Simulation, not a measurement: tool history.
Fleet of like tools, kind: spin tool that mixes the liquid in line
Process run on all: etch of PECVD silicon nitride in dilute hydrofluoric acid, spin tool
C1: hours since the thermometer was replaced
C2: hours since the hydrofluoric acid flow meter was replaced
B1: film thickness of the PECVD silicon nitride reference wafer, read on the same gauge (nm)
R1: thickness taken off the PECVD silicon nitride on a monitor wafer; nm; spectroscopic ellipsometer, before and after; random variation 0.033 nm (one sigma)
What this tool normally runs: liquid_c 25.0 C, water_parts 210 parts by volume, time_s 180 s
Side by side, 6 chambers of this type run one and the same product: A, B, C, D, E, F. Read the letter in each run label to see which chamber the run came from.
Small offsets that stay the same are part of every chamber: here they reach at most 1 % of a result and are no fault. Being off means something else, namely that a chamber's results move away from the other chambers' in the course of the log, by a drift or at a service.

Run 1D, hour 8.8: usual settings; C1 670.1; C2 1428.6; B1 50.007. Result: R1 3.3563 nm.
Run 2A, hour 15.5: usual settings; C1 336.2; C2 19.6; B1 49.987. Result: R1 3.3574 nm.
Run 3F, hour 23.1: usual settings; C1 59.3; C2 281.6; B1 50.012. Result: R1 3.3343 nm.
Run 4C, hour 29.5: usual settings; C1 856.7; C2 767.4; B1 50.009. Result: R1 3.4265 nm.
Run 5E, hour 36.1: usual settings; C1 258.2; C2 497.6; B1 50.013. Result: R1 3.3517 nm.
Run 6B, hour 48.1: usual settings but liquid_c 27.5 C, time_s 215 s; C1 954.8; C2 890.3; B1 49.978. Result: R1 4.6303 nm.
Run 7A, hour 60.4: usual settings but liquid_c 27.5 C, time_s 215 s; C1 381.1; C2 64.5; B1 49.969. Result: R1 4.5630 nm.
Run 8B, hour 72.4: usual settings but liquid_c 27.5 C, time_s 215 s; C1 979.1; C2 914.6; B1 49.994. Result: R1 4.6202 nm.
Run 9F, hour 85.1: usual settings but liquid_c 27.5 C, time_s 215 s; C1 121.3; C2 343.6; B1 49.995. Result: R1 4.7396 nm.
Run 10C, hour 92.4: usual settings but liquid_c 27.5 C, time_s 215 s; C1 919.6; C2 830.3; B1 50.003. Result: R1 4.6929 nm.
Run 11E, hour 103.4: usual settings but liquid_c 27.5 C, time_s 215 s; C1 325.5; C2 564.9; B1 49.983. Result: R1 4.6849 nm.
Run 12D, hour 116.1: usual settings; C1 777.4; C2 1535.9; B1 50.028. Result: R1 3.3575 nm.
Run 13B, hour 128.7: usual settings but liquid_c 21.0 C, time_s 130 s; C1 1035.4; C2 970.9; B1 50.019. Result: R1 1.8404 nm.
Run 14E, hour 138.5: usual settings but liquid_c 21.0 C, time_s 130 s; C1 360.6; C2 600.0; B1 49.985. Result: R1 1.8670 nm.
Run 15A, hour 144.7: usual settings but liquid_c 21.0 C, time_s 130 s; C1 465.4; C2 148.8; B1 50.013. Result: R1 1.8327 nm.
Run 16D, hour 150.9: usual settings but liquid_c 21.0 C, time_s 130 s; C1 812.2; C2 1570.7; B1 49.974. Result: R1 1.8651 nm.
At hour 152.2: chamber D: thermometer replaced.
Run 17F, hour 163.3: usual settings but liquid_c 21.0 C, time_s 130 s; C1 199.5; C2 421.8; B1 50.012. Result: R1 1.8940 nm.
Run 18C, hour 170.7: usual settings but liquid_c 21.0 C, time_s 130 s; C1 997.9; C2 908.6; B1 50.003. Result: R1 1.8940 nm.
Run 19C, hour 180.8: usual settings; C1 1008.0; C2 918.7; B1 49.993. Result: R1 3.3584 nm.
Run 20D, hour 186.8: usual settings; C1 34.7; C2 1606.6; B1 50.031. Result: R1 3.4168 nm.
Run 21E, hour 198.0: usual settings but water_parts 255 parts by volume; C1 420.1; C2 659.5; B1 49.990. Result: R1 2.7761 nm.
Run 22A, hour 203.8: usual settings but water_parts 255 parts by volume; C1 524.5; C2 207.9; B1 50.054. Result: R1 2.7680 nm.
Run 23F, hour 211.5: usual settings but water_parts 255 parts by volume; C1 247.7; C2 470.0; B1 50.000. Result: R1 2.8120 nm.
Run 24B, hour 220.4: usual settings but water_parts 255 parts by volume; C1 1127.1; C2 1062.6; B1 49.937. Result: R1 2.7823 nm.
Run 25F, hour 230.4: usual settings but water_parts 255 parts by volume; C1 266.6; C2 488.9; B1 49.984. Result: R1 2.8058 nm.
Run 26B, hour 240.7: usual settings but water_parts 255 parts by volume; C1 1147.4; C2 1082.9; B1 49.979. Result: R1 2.7618 nm.
Run 27C, hour 251.5: usual settings; C1 1078.7; C2 989.4; B1 49.998. Result: R1 3.3876 nm.
Run 28A, hour 260.6: usual settings; C1 581.3; C2 264.7; B1 49.975. Result: R1 3.3548 nm.
Run 29E, hour 269.1: usual settings; C1 491.2; C2 730.6; B1 50.030. Result: R1 3.3268 nm.
At hour 278.8: chamber E: hydrofluoric acid flow meter replaced.
Run 30D, hour 279.5: usual settings; C1 127.4; C2 1699.3; B1 50.048. Result: R1 3.3663 nm.
Run 31A, hour 292.0: usual settings; C1 612.7; C2 296.1; B1 50.015. Result: R1 3.3456 nm.
Run 32D, hour 300.7: usual settings but time_s 105 s; C1 148.6; C2 1720.5; B1 49.981. Result: R1 1.9361 nm.
Run 33B, hour 312.7: usual settings but time_s 105 s; C1 1219.4; C2 1154.9; B1 50.006. Result: R1 1.9383 nm.
Run 34C, hour 323.7: usual settings but time_s 105 s; C1 1150.9; C2 1061.6; B1 50.048. Result: R1 1.9701 nm.
Run 35F, hour 335.0: usual settings but time_s 105 s; C1 371.2; C2 593.5; B1 49.997. Result: R1 1.9791 nm.
Run 36E, hour 347.7: usual settings but time_s 105 s; C1 569.8; C2 68.9; B1 50.033. Result: R1 1.9488 nm.
Run 37A, hour 356.9: usual settings but time_s 105 s; C1 677.6; C2 361.0; B1 50.018. Result: R1 1.9414 nm.
Run 38B, hour 367.7: usual settings; C1 1274.4; C2 1209.9; B1 50.036. Result: R1 3.3930 nm.
Run 39E, hour 374.5: usual settings; C1 596.6; C2 95.7; B1 50.014. Result: R1 3.3633 nm.

Is one chamber out of step, is the gauge drifting, or do the chambers differ by no more than their own small offsets? For an off chamber, give its letter and the likeliest cause.

Beyond each chamber's small constant offset nothing stands out, and the gauge stays steady.
